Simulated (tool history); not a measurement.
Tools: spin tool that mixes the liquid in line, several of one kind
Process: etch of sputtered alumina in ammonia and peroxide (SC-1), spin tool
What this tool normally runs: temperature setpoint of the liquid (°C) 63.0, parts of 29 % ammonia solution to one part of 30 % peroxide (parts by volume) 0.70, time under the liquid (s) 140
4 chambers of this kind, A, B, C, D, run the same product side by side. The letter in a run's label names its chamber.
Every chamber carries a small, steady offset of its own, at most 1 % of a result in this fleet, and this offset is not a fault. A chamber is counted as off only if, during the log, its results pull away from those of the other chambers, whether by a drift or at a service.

run	hour	temperature setpoint of the liquid (°C)	parts of 29 % ammonia solution to one part of 30 % peroxide (parts by volume)	time under the liquid (s)	hours since the thermometer was replaced	hours since the ammonia flow meter was replaced	hours since the heated supply line was repaired	hours since the drum of ammonia solution was connected	read-back film thickness of the sputtered alumina reference wafer, read on the same gauge (nm)	thickness taken off the sputtered alumina on a monitor wafer (nm)
1B	5.2	63.0	0.70	140	188.0	363.6	1729.9	407.1	69.997	8.2596
2D	9.1	63.0	0.70	140	637.5	324.5	1007.9	410.4	70.042	8.1939
3C	16.4	63.0	0.70	140	1358.5	1122.4	616.1	865.1	70.043	8.2032
4A	21.8	63.0	0.70	140	517.2	406.0	874.8	136.3	70.008	8.2261
5D	25.9	63.0	0.70	180	654.3	341.3	1024.7	427.2	70.001	10.5170
6C	32.0	63.0	0.70	180	1374.1	1138.0	631.7	880.7	69.983	10.5550
7B	40.8	63.0	0.70	180	223.6	399.2	1765.5	442.7	69.985	10.7560
8A	46.0	63.0	0.70	180	541.4	430.2	899.0	160.5	70.001	10.7910
9D	50.1	63.0	0.70	140	678.5	365.5	1048.9	451.4	70.006	8.1829
# hour 52.6: chamber D: new drum of ammonia solution connected
10B	57.4	63.0	0.70	140	240.2	415.8	1782.1	459.3	69.964	8.3946
# hour 59.6: chamber D: ammonia flow meter replaced
11C	64.8	63.0	0.70	140	1406.9	1170.8	664.5	913.5	70.034	8.2060
# hour 70.7: chamber B: new drum of ammonia solution connected
12A	71.4	59.5	0.70	200	566.8	455.6	924.4	185.9	70.032	9.8085
13B	80.2	59.5	0.70	200	263.0	438.6	1804.9	9.5	69.987	9.8858
14D	85.7	59.5	0.70	200	714.1	26.2	1084.5	33.2	69.999	9.8618
# hour 90.6: chamber A: new drum of ammonia solution connected
15A	94.0	59.5	0.70	200	589.4	478.2	947.0	3.5	69.999	9.6856
16C	102.6	63.0	0.70	140	1444.7	1208.6	702.3	951.3	70.031	8.3170
17C	110.1	63.0	0.70	140	1452.2	1216.1	709.8	958.8	69.990	8.2293
18D	118.9	63.0	0.70	140	747.3	59.4	1117.7	66.4	70.025	8.0979
19B	124.3	63.0	0.70	140	307.1	482.7	1849.0	53.6	70.024	8.1953
20A	132.0	63.0	0.70	140	627.4	516.2	985.0	41.5	70.003	8.2193
21A	136.3	63.0	0.70	140	631.7	520.5	989.3	45.8	70.017	8.0755
22C	140.4	63.0	0.70	140	1482.5	1246.4	740.1	989.1	70.025	8.2008
23B	147.7	63.0	0.70	140	330.5	506.1	1872.4	77.0	69.992	8.2919
# hour 148.1: chamber C: ammonia flow meter replaced
24D	152.1	63.0	0.70	140	780.5	92.6	1150.9	99.6	69.971	8.2222
25D	156.0	63.0	0.70	140	784.4	96.5	1154.8	103.5	70.003	8.3526
26B	160.4	63.0	0.70	140	343.2	518.8	1885.1	89.7	70.041	8.3972
27A	165.3	67.0	0.70	55	660.7	549.5	1018.3	74.8	70.012	3.7573
28C	171.2	67.0	0.70	55	1513.3	23.1	770.9	1019.9	69.986	3.9203
29D	176.9	67.0	0.70	55	805.3	117.4	1175.7	124.4	70.050	4.0043
30A	183.2	67.0	0.70	55	678.6	567.4	1036.2	92.7	69.992	3.8508
31B	189.8	63.0	0.85	140	372.6	548.2	1914.5	119.1	70.039	8.4495
32C	198.7	63.0	0.85	140	1540.8	50.6	798.4	1047.4	69.999	8.4001
# hour 207.6: chamber C: new drum of ammonia solution connected
33D	207.6	63.0	0.85	140	836.0	148.1	1206.4	155.1	69.986	8.4174
34C	212.9	63.0	0.85	140	1555.0	64.8	812.6	5.3	69.981	8.3675
35A	220.7	63.0	0.70	140	716.1	604.9	1073.7	130.2	69.999	7.7687
36B	225.0	63.0	0.70	140	407.8	583.4	1949.7	154.3	69.974	8.2098
37A	229.0	63.0	0.70	140	724.4	613.2	1082.0	138.5	69.995	7.8237

Has any chamber moved away from the others, gradually or after a service, or does the common gauge drift, or do the chambers differ only by their own small steady offsets? State the chamber and the most likely cause if one applies.

Little by little, chamber A moves away from the other chambers.
Most likely cause: temperature lost on the way to the wafer (K) = 1.26.
The log might look much the same if the cause were instead: liquid colder than its thermometer reads (K).

Here are 4 candidates for chamber A's next run, each the usual settings with a change, their results left as question marks. Which one brings its results back in line with what the others give on the usual settings?
Maximum distance from the other chambers' mean on the usual settings for a result to count as in line: thickness taken off the sputtered alumina on a monitor wafer (nm) 0.2300
38A-1	235.5	62.5	0.70	135						?
38A-2	235.5	63.0	0.60	140						?
38A-3	235.5	64.5	0.70	140						?
38A-4	235.5	63.0	0.80	140						?

The other chambers' mean on the usual settings: thickness taken off the sputtered alumina on a monitor wafer (nm) 8.2675
run	thickness taken off the sputtered alumina on a monitor wafer (nm)
38A-1	7.2802
38A-2	7.6323
38A-3	8.3449
38A-4	7.8425
The right change is 38A-3: it brings the chamber back within the allowed miss of the others.
